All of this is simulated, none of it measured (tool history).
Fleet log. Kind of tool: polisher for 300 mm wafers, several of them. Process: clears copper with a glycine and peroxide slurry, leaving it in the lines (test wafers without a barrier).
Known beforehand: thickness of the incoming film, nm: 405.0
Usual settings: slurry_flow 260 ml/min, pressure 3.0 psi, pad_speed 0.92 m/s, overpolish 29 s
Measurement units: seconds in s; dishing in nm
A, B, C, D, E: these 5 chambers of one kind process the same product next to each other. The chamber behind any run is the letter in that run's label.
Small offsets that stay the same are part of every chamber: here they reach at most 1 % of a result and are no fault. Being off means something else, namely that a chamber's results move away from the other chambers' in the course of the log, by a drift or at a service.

Run 1A, hour 15.4: usual settings. Result: seconds 89.368 s, dishing 72.222 nm.
At hour 26.2: chamber B: head pressure recalibrated.
Run 2D, hour 27.2: usual settings. Result: seconds 90.181 s, dishing 71.612 nm.
Run 3B, hour 39.2: usual settings. Result: seconds 90.964 s, dishing 72.687 nm.
At hour 42.0: chamber D: worn pad replaced by a new one.
At hour 43.2: chamber E: worn pad replaced by a new one.
Run 4E, hour 51.4: usual settings. Result: seconds 89.515 s, dishing 73.725 nm.
Run 5C, hour 66.6: usual settings. Result: seconds 89.568 s, dishing 72.763 nm.
At hour 74.9: chamber B: worn pad replaced by a new one.
Run 6E, hour 78.1: usual settings. Result: seconds 91.823 s, dishing 71.167 nm.
Run 7A, hour 88.9: usual settings. Result: seconds 91.524 s, dishing 71.316 nm.
Run 8C, hour 96.1: usual settings but slurry_flow 210 ml/min. Result: seconds 92.946 s, dishing 72.089 nm.
At hour 97.3: chamber C: worn pad replaced by a new one.
Run 9B, hour 111.7: usual settings but slurry_flow 210 ml/min. Result: seconds 93.853 s, dishing 71.068 nm.
Run 10D, hour 120.6: usual settings but slurry_flow 210 ml/min. Result: seconds 90.289 s, dishing 70.614 nm.
Run 11B, hour 131.7: usual settings but slurry_flow 210 ml/min. Result: seconds 93.938 s, dishing 68.364 nm.
At hour 133.8: chamber E: slurry nozzle cleaned.
Run 12D, hour 146.9: usual settings but slurry_flow 210 ml/min. Result: seconds 90.345 s, dishing 69.415 nm.
At hour 149.5: chamber E: worn pad replaced by a new one.
At hour 150.2: chamber D: slurry nozzle cleaned.
At hour 152.5: chamber A: worn pad replaced by a new one.
Run 13C, hour 162.0: usual settings. Result: seconds 88.365 s, dishing 74.003 nm.
At hour 164.9: chamber D: worn pad replaced by a new one.
Run 14A, hour 172.9: usual settings. Result: seconds 92.373 s, dishing 71.926 nm.
Run 15E, hour 181.7: usual settings but overpolish 13 s. Result: seconds 90.368 s, dishing 40.751 nm.
At hour 185.7: chamber B: slurry nozzle cleaned.
At hour 193.0: chamber B: worn pad replaced by a new one.
Run 16C, hour 193.8: usual settings but overpolish 13 s. Result: seconds 90.706 s, dishing 38.848 nm.
Run 17A, hour 201.8: usual settings but overpolish 13 s. Result: seconds 91.468 s, dishing 40.261 nm.
At hour 210.4: chamber C: worn pad replaced by a new one.
Run 18E, hour 216.0: usual settings but overpolish 13 s. Result: seconds 92.186 s, dishing 38.642 nm.
Run 19B, hour 229.0: usual settings but overpolish 13 s. Result: seconds 90.490 s, dishing 39.967 nm.
Run 20D, hour 240.8: usual settings. Result: seconds 91.133 s, dishing 70.032 nm.
At hour 247.8: chamber A: slurry nozzle cleaned.
Run 21E, hour 248.8: usual settings. Result: seconds 91.667 s, dishing 70.928 nm.
At hour 249.3: chamber E: worn pad replaced by a new one.
At hour 251.5: chamber A: head pressure recalibrated.
Run 22A, hour 263.1: usual settings but pressure 2.4 psi. Result: seconds 109.950 s, dishing 63.292 nm.
Run 23C, hour 278.6: usual settings but pressure 2.4 psi. Result: seconds 106.970 s, dishing 65.227 nm.
At hour 279.7: chamber C: slurry nozzle cleaned.
Run 24B, hour 290.6: usual settings but pressure 2.4 psi. Result: seconds 108.990 s, dishing 62.647 nm.
At hour 305.4: chamber B: worn pad replaced by a new one.
Run 25D, hour 307.1: usual settings but pressure 2.4 psi. Result: seconds 109.620 s, dishing 62.040 nm.
Run 26B, hour 318.8: usual settings but pressure 2.4 psi. Result: seconds 108.750 s, dishing 62.663 nm.
At hour 319.3: chamber D: worn pad replaced by a new one.
At hour 321.7: chamber A: worn pad replaced by a new one.
At hour 324.6: chamber B: head pressure recalibrated.
At hour 327.0: chamber C: worn pad replaced by a new one.
Run 27C, hour 334.3: usual settings. Result: seconds 90.399 s, dishing 73.573 nm.
Run 28D, hour 350.3: usual settings but overpolish 13 s. Result: seconds 90.899 s, dishing 38.549 nm.
At hour 351.3: chamber D: head pressure recalibrated.
At hour 361.1: chamber E: worn pad replaced by a new one.
Run 29A, hour 364.3: usual settings but overpolish 13 s. Result: seconds 92.702 s, dishing 38.948 nm.
Run 30E, hour 374.8: usual settings but overpolish 13 s. Result: seconds 91.876 s, dishing 38.895 nm.
Run 31C, hour 388.9: usual settings but overpolish 13 s. Result: seconds 92.343 s, dishing 39.361 nm.
Run 32D, hour 402.4: usual settings but overpolish 13 s. Result: seconds 96.842 s, dishing 36.035 nm.
At hour 406.9: chamber B: worn pad replaced by a new one.
Run 33B, hour 414.2: usual settings. Result: seconds 90.537 s, dishing 74.598 nm.
At hour 425.2: chamber C: worn pad replaced by a new one.
At hour 425.4: chamber C: head pressure recalibrated.
Run 34E, hour 430.0: usual settings. Result: seconds 90.330 s, dishing 71.266 nm.
At hour 440.3: chamber D: worn pad replaced by a new one.
Run 35A, hour 441.4: usual settings. Result: seconds 89.182 s, dishing 72.874 nm.
Run 36D, hour 454.3: usual settings. Result: seconds 97.793 s, dishing 68.592 nm.
Run 37E, hour 464.5: usual settings. Result: seconds 91.901 s, dishing 71.416 nm.
At hour 475.5: chamber A: worn pad replaced by a new one.
Run 38A, hour 476.9: usual settings. Result: seconds 90.304 s, dishing 70.444 nm.
At hour 480.1: chamber E: worn pad replaced by a new one.
Run 39B, hour 487.7: usual settings. Result: seconds 91.028 s, dishing 70.747 nm.
At hour 500.4: chamber B: worn pad replaced by a new one.
Run 40C, hour 501.3: usual settings. Result: seconds 89.474 s, dishing 72.863 nm.
Run 41A, hour 512.9: usual settings. Result: seconds 90.475 s, dishing 73.159 nm.
Run 42D, hour 521.1: usual settings. Result: seconds 98.956 s, dishing 66.820 nm.
Run 43B, hour 535.7: usual settings. Result: seconds 91.350 s, dishing 72.176 nm.
Run 44E, hour 545.7: usual settings. Result: seconds 90.728 s, dishing 71.948 nm.

Which is it: a chamber that has drifted or been left off by a service, a gauge drift common to all chambers, or only each chamber's usual small offset? If a chamber is off, name it and its likeliest cause.

A service left chamber D off against the others.
Most likely cause: head's pressure below its setpoint, % = 8.53.

Chamber D could run next with any of the 4 candidate recipes listed below; each alters the usual settings, and their results appear as question marks. Which one brings its results back in line with what the other chambers deliver on the usual settings?
In line here means within this much of the mean the other chambers give on the usual settings: seconds 4.100 s; dishing 4.900 nm
Run 45D-1, hour 557.6: usual settings but slurry_flow 255 ml/min, pressure 2.7 psi, pad_speed 0.84 m/s, overpolish 28 s. Result: seconds ?, dishing ?.
Run 45D-2, hour 557.6: usual settings but pressure 2.9 psi, pad_speed 0.88 m/s. Result: seconds ?, dishing ?.
Run 45D-3, hour 557.6: usual settings but slurry_flow 265 ml/min, pressure 3.3 psi, pad_speed 1.00 m/s, overpolish 30 s. Result: seconds ?, dishing ?.
Run 45D-4, hour 557.6: usual settings but pressure 3.1 psi, pad_speed 0.96 m/s. Result: seconds ?, dishing ?.

What the other chambers average on the usual settings: seconds 90.987 s; dishing 71.888 nm
  run  seconds  dishing
45D-1  115.570   59.860
45D-2  105.060   65.940
45D-3   84.975   78.229
45D-4   92.779   71.950
Change 45D-4 lands the chamber within the allowed miss of the other chambers.

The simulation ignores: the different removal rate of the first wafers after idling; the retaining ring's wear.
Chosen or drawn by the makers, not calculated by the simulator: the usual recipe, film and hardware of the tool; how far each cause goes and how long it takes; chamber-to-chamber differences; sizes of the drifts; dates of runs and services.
